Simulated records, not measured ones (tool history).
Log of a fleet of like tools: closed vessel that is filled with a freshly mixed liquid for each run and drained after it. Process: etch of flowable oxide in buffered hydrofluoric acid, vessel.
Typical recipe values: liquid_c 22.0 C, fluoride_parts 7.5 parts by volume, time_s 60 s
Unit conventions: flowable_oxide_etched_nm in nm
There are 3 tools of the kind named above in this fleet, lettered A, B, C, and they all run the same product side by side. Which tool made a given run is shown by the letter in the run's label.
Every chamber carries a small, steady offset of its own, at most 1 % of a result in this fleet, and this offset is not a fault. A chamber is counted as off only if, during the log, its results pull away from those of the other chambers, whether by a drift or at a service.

run,hour,liquid_c,fluoride_parts,time_s,"read-back film thickness of the flowable oxide reference wafer, read on the same gauge (nm)",flowable_oxide_etched_nm
# hour 2.8: chamber B: hydrofluoric acid flow meter replaced
1B,5.5,22.0,7.5,60,30.042,414.11
2A,10.0,22.0,7.5,60,29.993,412.41
3C,14.4,22.0,7.5,60,29.976,414.70
4B,20.4,22.0,7.5,60,29.974,415.48
5A,25.6,22.0,7.5,60,30.000,418.50
6C,31.1,22.0,7.5,60,29.983,415.34
7C,37.9,22.0,7.5,60,30.031,412.06
8A,44.7,22.0,7.5,60,29.966,417.80
9B,51.0,22.0,7.5,60,30.014,418.77
10A,55.2,22.0,7.5,60,29.975,417.59
11B,59.2,22.0,7.5,60,30.001,414.50
12C,66.2,22.0,7.5,60,29.988,410.84
# hour 71.1: chamber C: thermometer replaced
13B,71.7,22.0,7.5,60,30.029,417.64
14A,77.4,22.0,7.5,60,29.964,417.38
15C,82.6,24.0,9.0,60,30.007,377.98
16C,87.5,24.0,9.0,60,30.015,377.61
17B,92.0,24.0,9.0,60,29.993,381.42
18A,95.7,22.0,7.5,60,29.996,418.74
19B,103.6,22.0,9.0,80,29.985,457.84
20A,110.7,22.0,9.0,80,30.008,457.20
21C,116.0,22.0,9.0,80,29.989,459.97
22B,122.0,22.0,7.5,60,29.982,417.76
23C,128.9,22.0,7.5,60,29.989,415.00
24A,135.6,22.0,7.5,60,29.981,414.86
25B,139.4,22.0,5.0,45,30.023,454.67
26C,147.1,22.0,5.0,45,30.010,450.94
27A,154.2,22.0,5.0,45,29.994,448.48
28A,160.1,22.0,7.5,60,29.997,416.88
29C,167.9,22.0,7.5,60,29.990,426.48
30B,173.0,22.0,7.5,60,30.015,418.16
31C,179.5,22.0,7.5,60,30.012,417.79
32A,185.1,22.0,7.5,60,30.028,416.29
33B,188.8,22.0,7.5,60,29.971,420.92
34B,195.6,22.0,7.5,60,30.002,417.09
35A,200.9,22.0,7.5,60,30.020,418.55
36C,206.1,22.0,7.5,60,30.008,424.03
37C,213.6,22.0,7.5,60,29.984,426.80
38B,220.7,22.0,7.5,90,29.939,623.15
39A,224.4,22.0,7.5,90,30.008,630.39
40B,231.6,22.0,7.5,90,29.971,624.55
41C,238.5,22.0,7.5,60,29.999,428.29
42A,245.3,17.5,7.5,85,29.992,462.59

Decide between three cases: one chamber stands off from its peers, the gauge reading all wafers drifts, or nothing is wrong past each chamber's small offset. Where a chamber is off, say which and what most likely put it there.

Chamber C drifts away from the others.
Most likely cause: hydrofluoric acid flow above the setpoint (%) = 3.97.
With only this log, it may be confused with: liquid hotter than its thermometer reads (K).

Below are 4 candidate recipes for chamber C's next run, each the usual settings with a change, their results shown as question marks. Which of them brings C's results back in line with what the other chambers give on the usual settings?
In line here means within this much of the mean the other chambers give on the usual settings: flowable_oxide_etched_nm 8.00 nm
43C-1,251.0,22.0,7.0,60,,?
43C-2,251.0,22.5,7.5,60,,?
43C-3,251.0,22.0,8.0,60,,?
43C-4,251.0,21.5,7.5,60,,?

On the usual settings, the other chambers give on average: flowable_oxide_etched_nm 417.38 nm
run,flowable_oxide_etched_nm
43C-1,459.61
43C-2,441.86
43C-3,400.68
43C-4,418.14
Change 43C-4 lands the chamber within the allowed miss of the other chambers.

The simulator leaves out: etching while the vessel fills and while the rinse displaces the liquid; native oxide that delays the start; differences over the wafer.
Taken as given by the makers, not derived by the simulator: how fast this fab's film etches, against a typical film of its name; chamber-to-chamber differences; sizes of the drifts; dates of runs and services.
